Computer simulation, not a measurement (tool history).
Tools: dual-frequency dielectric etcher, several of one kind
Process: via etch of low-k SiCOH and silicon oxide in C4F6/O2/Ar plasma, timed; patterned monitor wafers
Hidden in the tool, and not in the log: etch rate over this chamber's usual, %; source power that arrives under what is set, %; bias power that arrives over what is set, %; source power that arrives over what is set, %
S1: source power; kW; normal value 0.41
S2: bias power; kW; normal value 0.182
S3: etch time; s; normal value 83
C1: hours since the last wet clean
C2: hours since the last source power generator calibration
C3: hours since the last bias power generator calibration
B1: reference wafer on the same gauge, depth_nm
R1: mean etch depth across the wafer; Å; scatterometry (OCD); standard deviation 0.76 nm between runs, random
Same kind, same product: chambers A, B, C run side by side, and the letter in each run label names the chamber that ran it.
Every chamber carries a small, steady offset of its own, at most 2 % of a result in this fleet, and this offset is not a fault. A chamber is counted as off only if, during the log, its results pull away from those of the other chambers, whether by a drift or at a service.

run	hour	S1	S2	S3	C1	C2	C3	B1	R1
1A	3.4	0.41	0.182	83	691.9	1220.8	1734.6	282.02	2344.4
# hour 5.2: chamber A: wet clean of the chamber
2C	9.2	0.41	0.182	83	241.3	2977.7	2234.2	281.96	2355.2
3B	15.7	0.41	0.182	83	41.5	1626.7	1970.4	281.99	2325.2
4C	21.1	0.41	0.182	83	253.2	2989.6	2246.1	282.15	2358.8
5B	24.9	0.41	0.182	83	50.7	1635.9	1979.6	282.07	2331.2
6A	28	0.41	0.182	83	22.9	1245.4	1759.2	282	2354.9
7C	31.6	0.41	0.182	83	263.7	3000.1	2256.6	281.97	2354.6
8A	35	0.5	0.164	83	29.9	1252.4	1766.2	281.88	2465.9
9B	40.6	0.5	0.164	83	66.4	1651.6	1995.3	282.32	2441
10C	45.1	0.5	0.164	83	277.2	3013.6	2270.1	282.15	2470
11B	49.2	0.41	0.182	83	75	1660.2	2003.9	282.04	2309.2
12A	53.7	0.41	0.216	83	48.6	1271.1	1784.9	281.9	2480.9
13B	58.6	0.41	0.216	83	84.4	1669.6	2013.3	281.87	2457.7
14A	64.5	0.41	0.216	83	59.4	1281.9	1795.7	281.74	2487.2
15C	70.2	0.41	0.182	83	302.3	3038.7	2295.2	282.11	2358.6
16B	75.2	0.41	0.182	83	101	1686.2	2029.9	281.88	2305.8
17C	79.5	0.41	0.182	83	311.6	3048	2304.5	281.87	2372.3
18A	86.2	0.41	0.182	83	81.1	1303.6	1817.4	282.23	2360.5
19C	92.6	0.41	0.182	83	324.7	3061.1	2317.6	282.1	2359.6
20A	98.6	0.41	0.182	83	93.5	1316	1829.8	281.73	2348.8
21B	101.9	0.41	0.182	83	127.7	1712.9	2056.6	281.85	2319.7
22B	106.3	0.41	0.182	83	132.1	1717.3	2061	282.03	2316.6
23C	110.4	0.48	0.182	83	342.5	3078.9	2335.4	281.89	2493
24A	115.2	0.48	0.182	83	110.1	1332.6	1846.4	281.89	2502.4
25C	121.5	0.48	0.182	83	353.6	3090	2346.5	281.84	2486.7
26B	124.8	0.41	0.182	83	150.6	1735.8	2079.5	282.07	2313.8
27A	130.5	0.41	0.182	83	125.4	1347.9	1861.7	281.96	2356.3
28A	136.1	0.41	0.182	83	131	1353.5	1867.3	281.91	2360.1
29C	142.4	0.41	0.182	83	374.5	3110.9	2367.4	281.82	2358.2
30B	148	0.34	0.198	83	173.8	1759	2102.7	281.96	2210.7
31C	152.3	0.34	0.198	83	384.4	3120.8	2377.3	282.04	2254.3
# hour 153.5: chamber C: wet clean of the chamber
32B	157.6	0.34	0.198	83	183.4	1768.6	2112.3	282.07	2218.8
33A	160.7	0.41	0.182	83	155.6	1378.1	1891.9	281.97	2347.6
34B	163.6	0.41	0.182	83	189.4	1774.6	2118.3	282.04	2305.6
35C	168.8	0.41	0.182	67	15.4	3137.3	2393.8	281.76	1902.6
36A	174.2	0.41	0.182	67	169.1	1391.6	1905.4	281.95	1909.2
37C	180.8	0.41	0.182	67	27.4	3149.3	2405.8	281.96	1902.4
38A	185.5	0.41	0.182	83	180.4	1402.9	1916.7	282.03	2360.8
39B	190.8	0.41	0.182	83	216.6	1801.8	2145.5	282.13	2329.8
40A	195.2	0.41	0.182	83	190.1	1412.6	1926.4	282.13	2355.9
41C	198.5	0.44	0.182	83	45.1	3167	2423.5	281.9	2423.5

Read the log: is a single chamber off, either drifting away or since a service, is the gauge that measures every chamber drifting, or is nothing wrong beyond small per-chamber offsets? Name any odd chamber and what most likely caused it.

All chambers stay in line apart from their small fixed offsets, and the gauge does not drift.
